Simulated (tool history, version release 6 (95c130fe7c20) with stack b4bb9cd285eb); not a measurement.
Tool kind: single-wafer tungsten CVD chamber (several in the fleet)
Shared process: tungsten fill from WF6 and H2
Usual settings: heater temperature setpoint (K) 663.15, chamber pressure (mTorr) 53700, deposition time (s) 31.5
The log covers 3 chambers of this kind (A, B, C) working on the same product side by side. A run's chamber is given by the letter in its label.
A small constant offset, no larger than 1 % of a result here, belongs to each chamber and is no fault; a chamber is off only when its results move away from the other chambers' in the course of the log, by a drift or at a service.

run   hour  heater temperature setpoint (K)  chamber pressure (mTorr)  deposition time (s)  hours since the last thermocouple change  hours since the last manometer calibration  read-back reference wafer on the same gauge, thickness_nm  mean film thickness on the monitor wafer (Å)
 1C    5.4                           663.15                     53700                 31.5                                     615.0                                       992.6                                                     80.674                                        983.26
 2A   13.1                           663.15                     53700                 31.5                                     613.0                                      2577.7                                                     80.717                                        992.54
      15.8  -- chamber A: capacitance manometer re-zeroed and calibrated
 3B   19.4                           663.15                     53700                 31.5                                    1307.9                                       983.2                                                     80.651                                        992.89
 4B   22.9                           663.15                     53700                 31.5                                    1311.4                                       986.7                                                     80.691                                        994.40
 5A   29.4                           663.15                     53700                 31.5                                     629.3                                        13.7                                                     80.773                                        990.32
      30.5  -- chamber B: thermocouple changed; heater temperature recalibrated
 6C   36.0                           663.15                     53700                 31.5                                     645.6                                      1023.2                                                     80.649                                        993.01
 7A   42.2                           663.15                     53700                 31.5                                     642.1                                        26.5                                                     80.712                                        988.56
 8C   48.2                           663.15                     53700                 31.5                                     657.8                                      1035.4                                                     80.662                                        990.66
 9B   53.4                           663.15                     53700                 31.5                                      22.9                                      1017.2                                                     80.700                                        993.75
10C   60.2                           670.15                     65000                 31.5                                     669.8                                      1047.4                                                     80.675                                       1219.50
11B   65.4                           670.15                     65000                 31.5                                      34.9                                      1029.2                                                     80.647                                       1226.70
12A   69.5                           670.15                     65000                 31.5                                     669.4                                        53.8                                                     80.753                                       1229.00
13A   74.3                           663.15                     53700                 31.5                                     674.2                                        58.6                                                     80.685                                        996.32
14C   79.3                           663.15                     53700                 31.5                                     688.9                                      1066.5                                                     80.691                                        988.91
15B   86.2                           663.15                     53700                 31.5                                      55.7                                      1050.0                                                     80.625                                        991.81
16C   90.3                           663.15                     53700                 31.5                                     699.9                                      1077.5                                                     80.722                                        988.30
17A   97.6                           663.15                     53700                 31.5                                     697.5                                        81.9                                                     80.778                                       1006.10
18B  101.8                           663.15                     53700                 31.5                                      71.3                                      1065.6                                                     80.656                                        994.45
19A  106.6                           663.15                     53700                 31.5                                     706.5                                        90.9                                                     80.673                                       1011.20
20C  113.6                           663.15                     53700                 31.5                                     723.2                                      1100.8                                                     80.695                                        984.98
21B  116.9                           663.15                     53700                 31.5                                      86.4                                      1080.7                                                     80.721                                        998.50
22C  121.1                           663.15                     53700                 36.3                                     730.7                                      1108.3                                                     80.769                                       1134.10
23A  127.7                           663.15                     53700                 36.3                                     727.6                                       112.0                                                     80.760                                       1169.10
24B  132.3                           663.15                     53700                 36.3                                     101.8                                      1096.1                                                     80.683                                       1149.10
25A  137.4                           654.15                     53700                 31.5                                     737.3                                       121.7                                                     80.733                                        854.62
26C  141.7                           654.15                     53700                 31.5                                     751.3                                      1128.9                                                     80.664                                        828.47

Has any chamber moved away from the others, gradually or after a service, or does the common gauge drift, or do the chambers differ only by their own small steady offsets? State the chamber and the most likely cause if one applies.

Little by little, chamber A moves away from the other chambers.
What lies behind it: wafer temperature above the value expected at the setpoint (K) = 1.75.
With only this log, it may be confused with: true pressure above the setpoint (%).

Chamber A could run next with any of the 4 candidate recipes listed below; each alters the usual settings, and their results appear as question marks. Which one brings its results back in line with what the other chambers deliver on the usual settings?
In-line tolerance around the mean of the other chambers on the usual settings: mean film thickness on the monitor wafer (Å) 11.00
27A-1  147.2                           663.15                     52300                 30.3                                                                                                                                                                                              ?
27A-2  147.2                           663.15                     59800                 31.5                                                                                                                                                                                              ?
27A-3  147.2                           662.15                     53400                 31.2                                                                                                                                                                                              ?
27A-4  147.2                           663.15                     57400                 31.5                                                                                                                                                                                              ?

Mean of the other chambers on the usual settings: mean film thickness on the monitor wafer (Å) 992.19
  run  mean film thickness on the monitor wafer (Å)
27A-1                                        971.30
27A-2                                       1071.00
27A-3                                        990.34
27A-4                                       1051.90
The right change is 27A-3: it brings the chamber back within the allowed miss of the others.

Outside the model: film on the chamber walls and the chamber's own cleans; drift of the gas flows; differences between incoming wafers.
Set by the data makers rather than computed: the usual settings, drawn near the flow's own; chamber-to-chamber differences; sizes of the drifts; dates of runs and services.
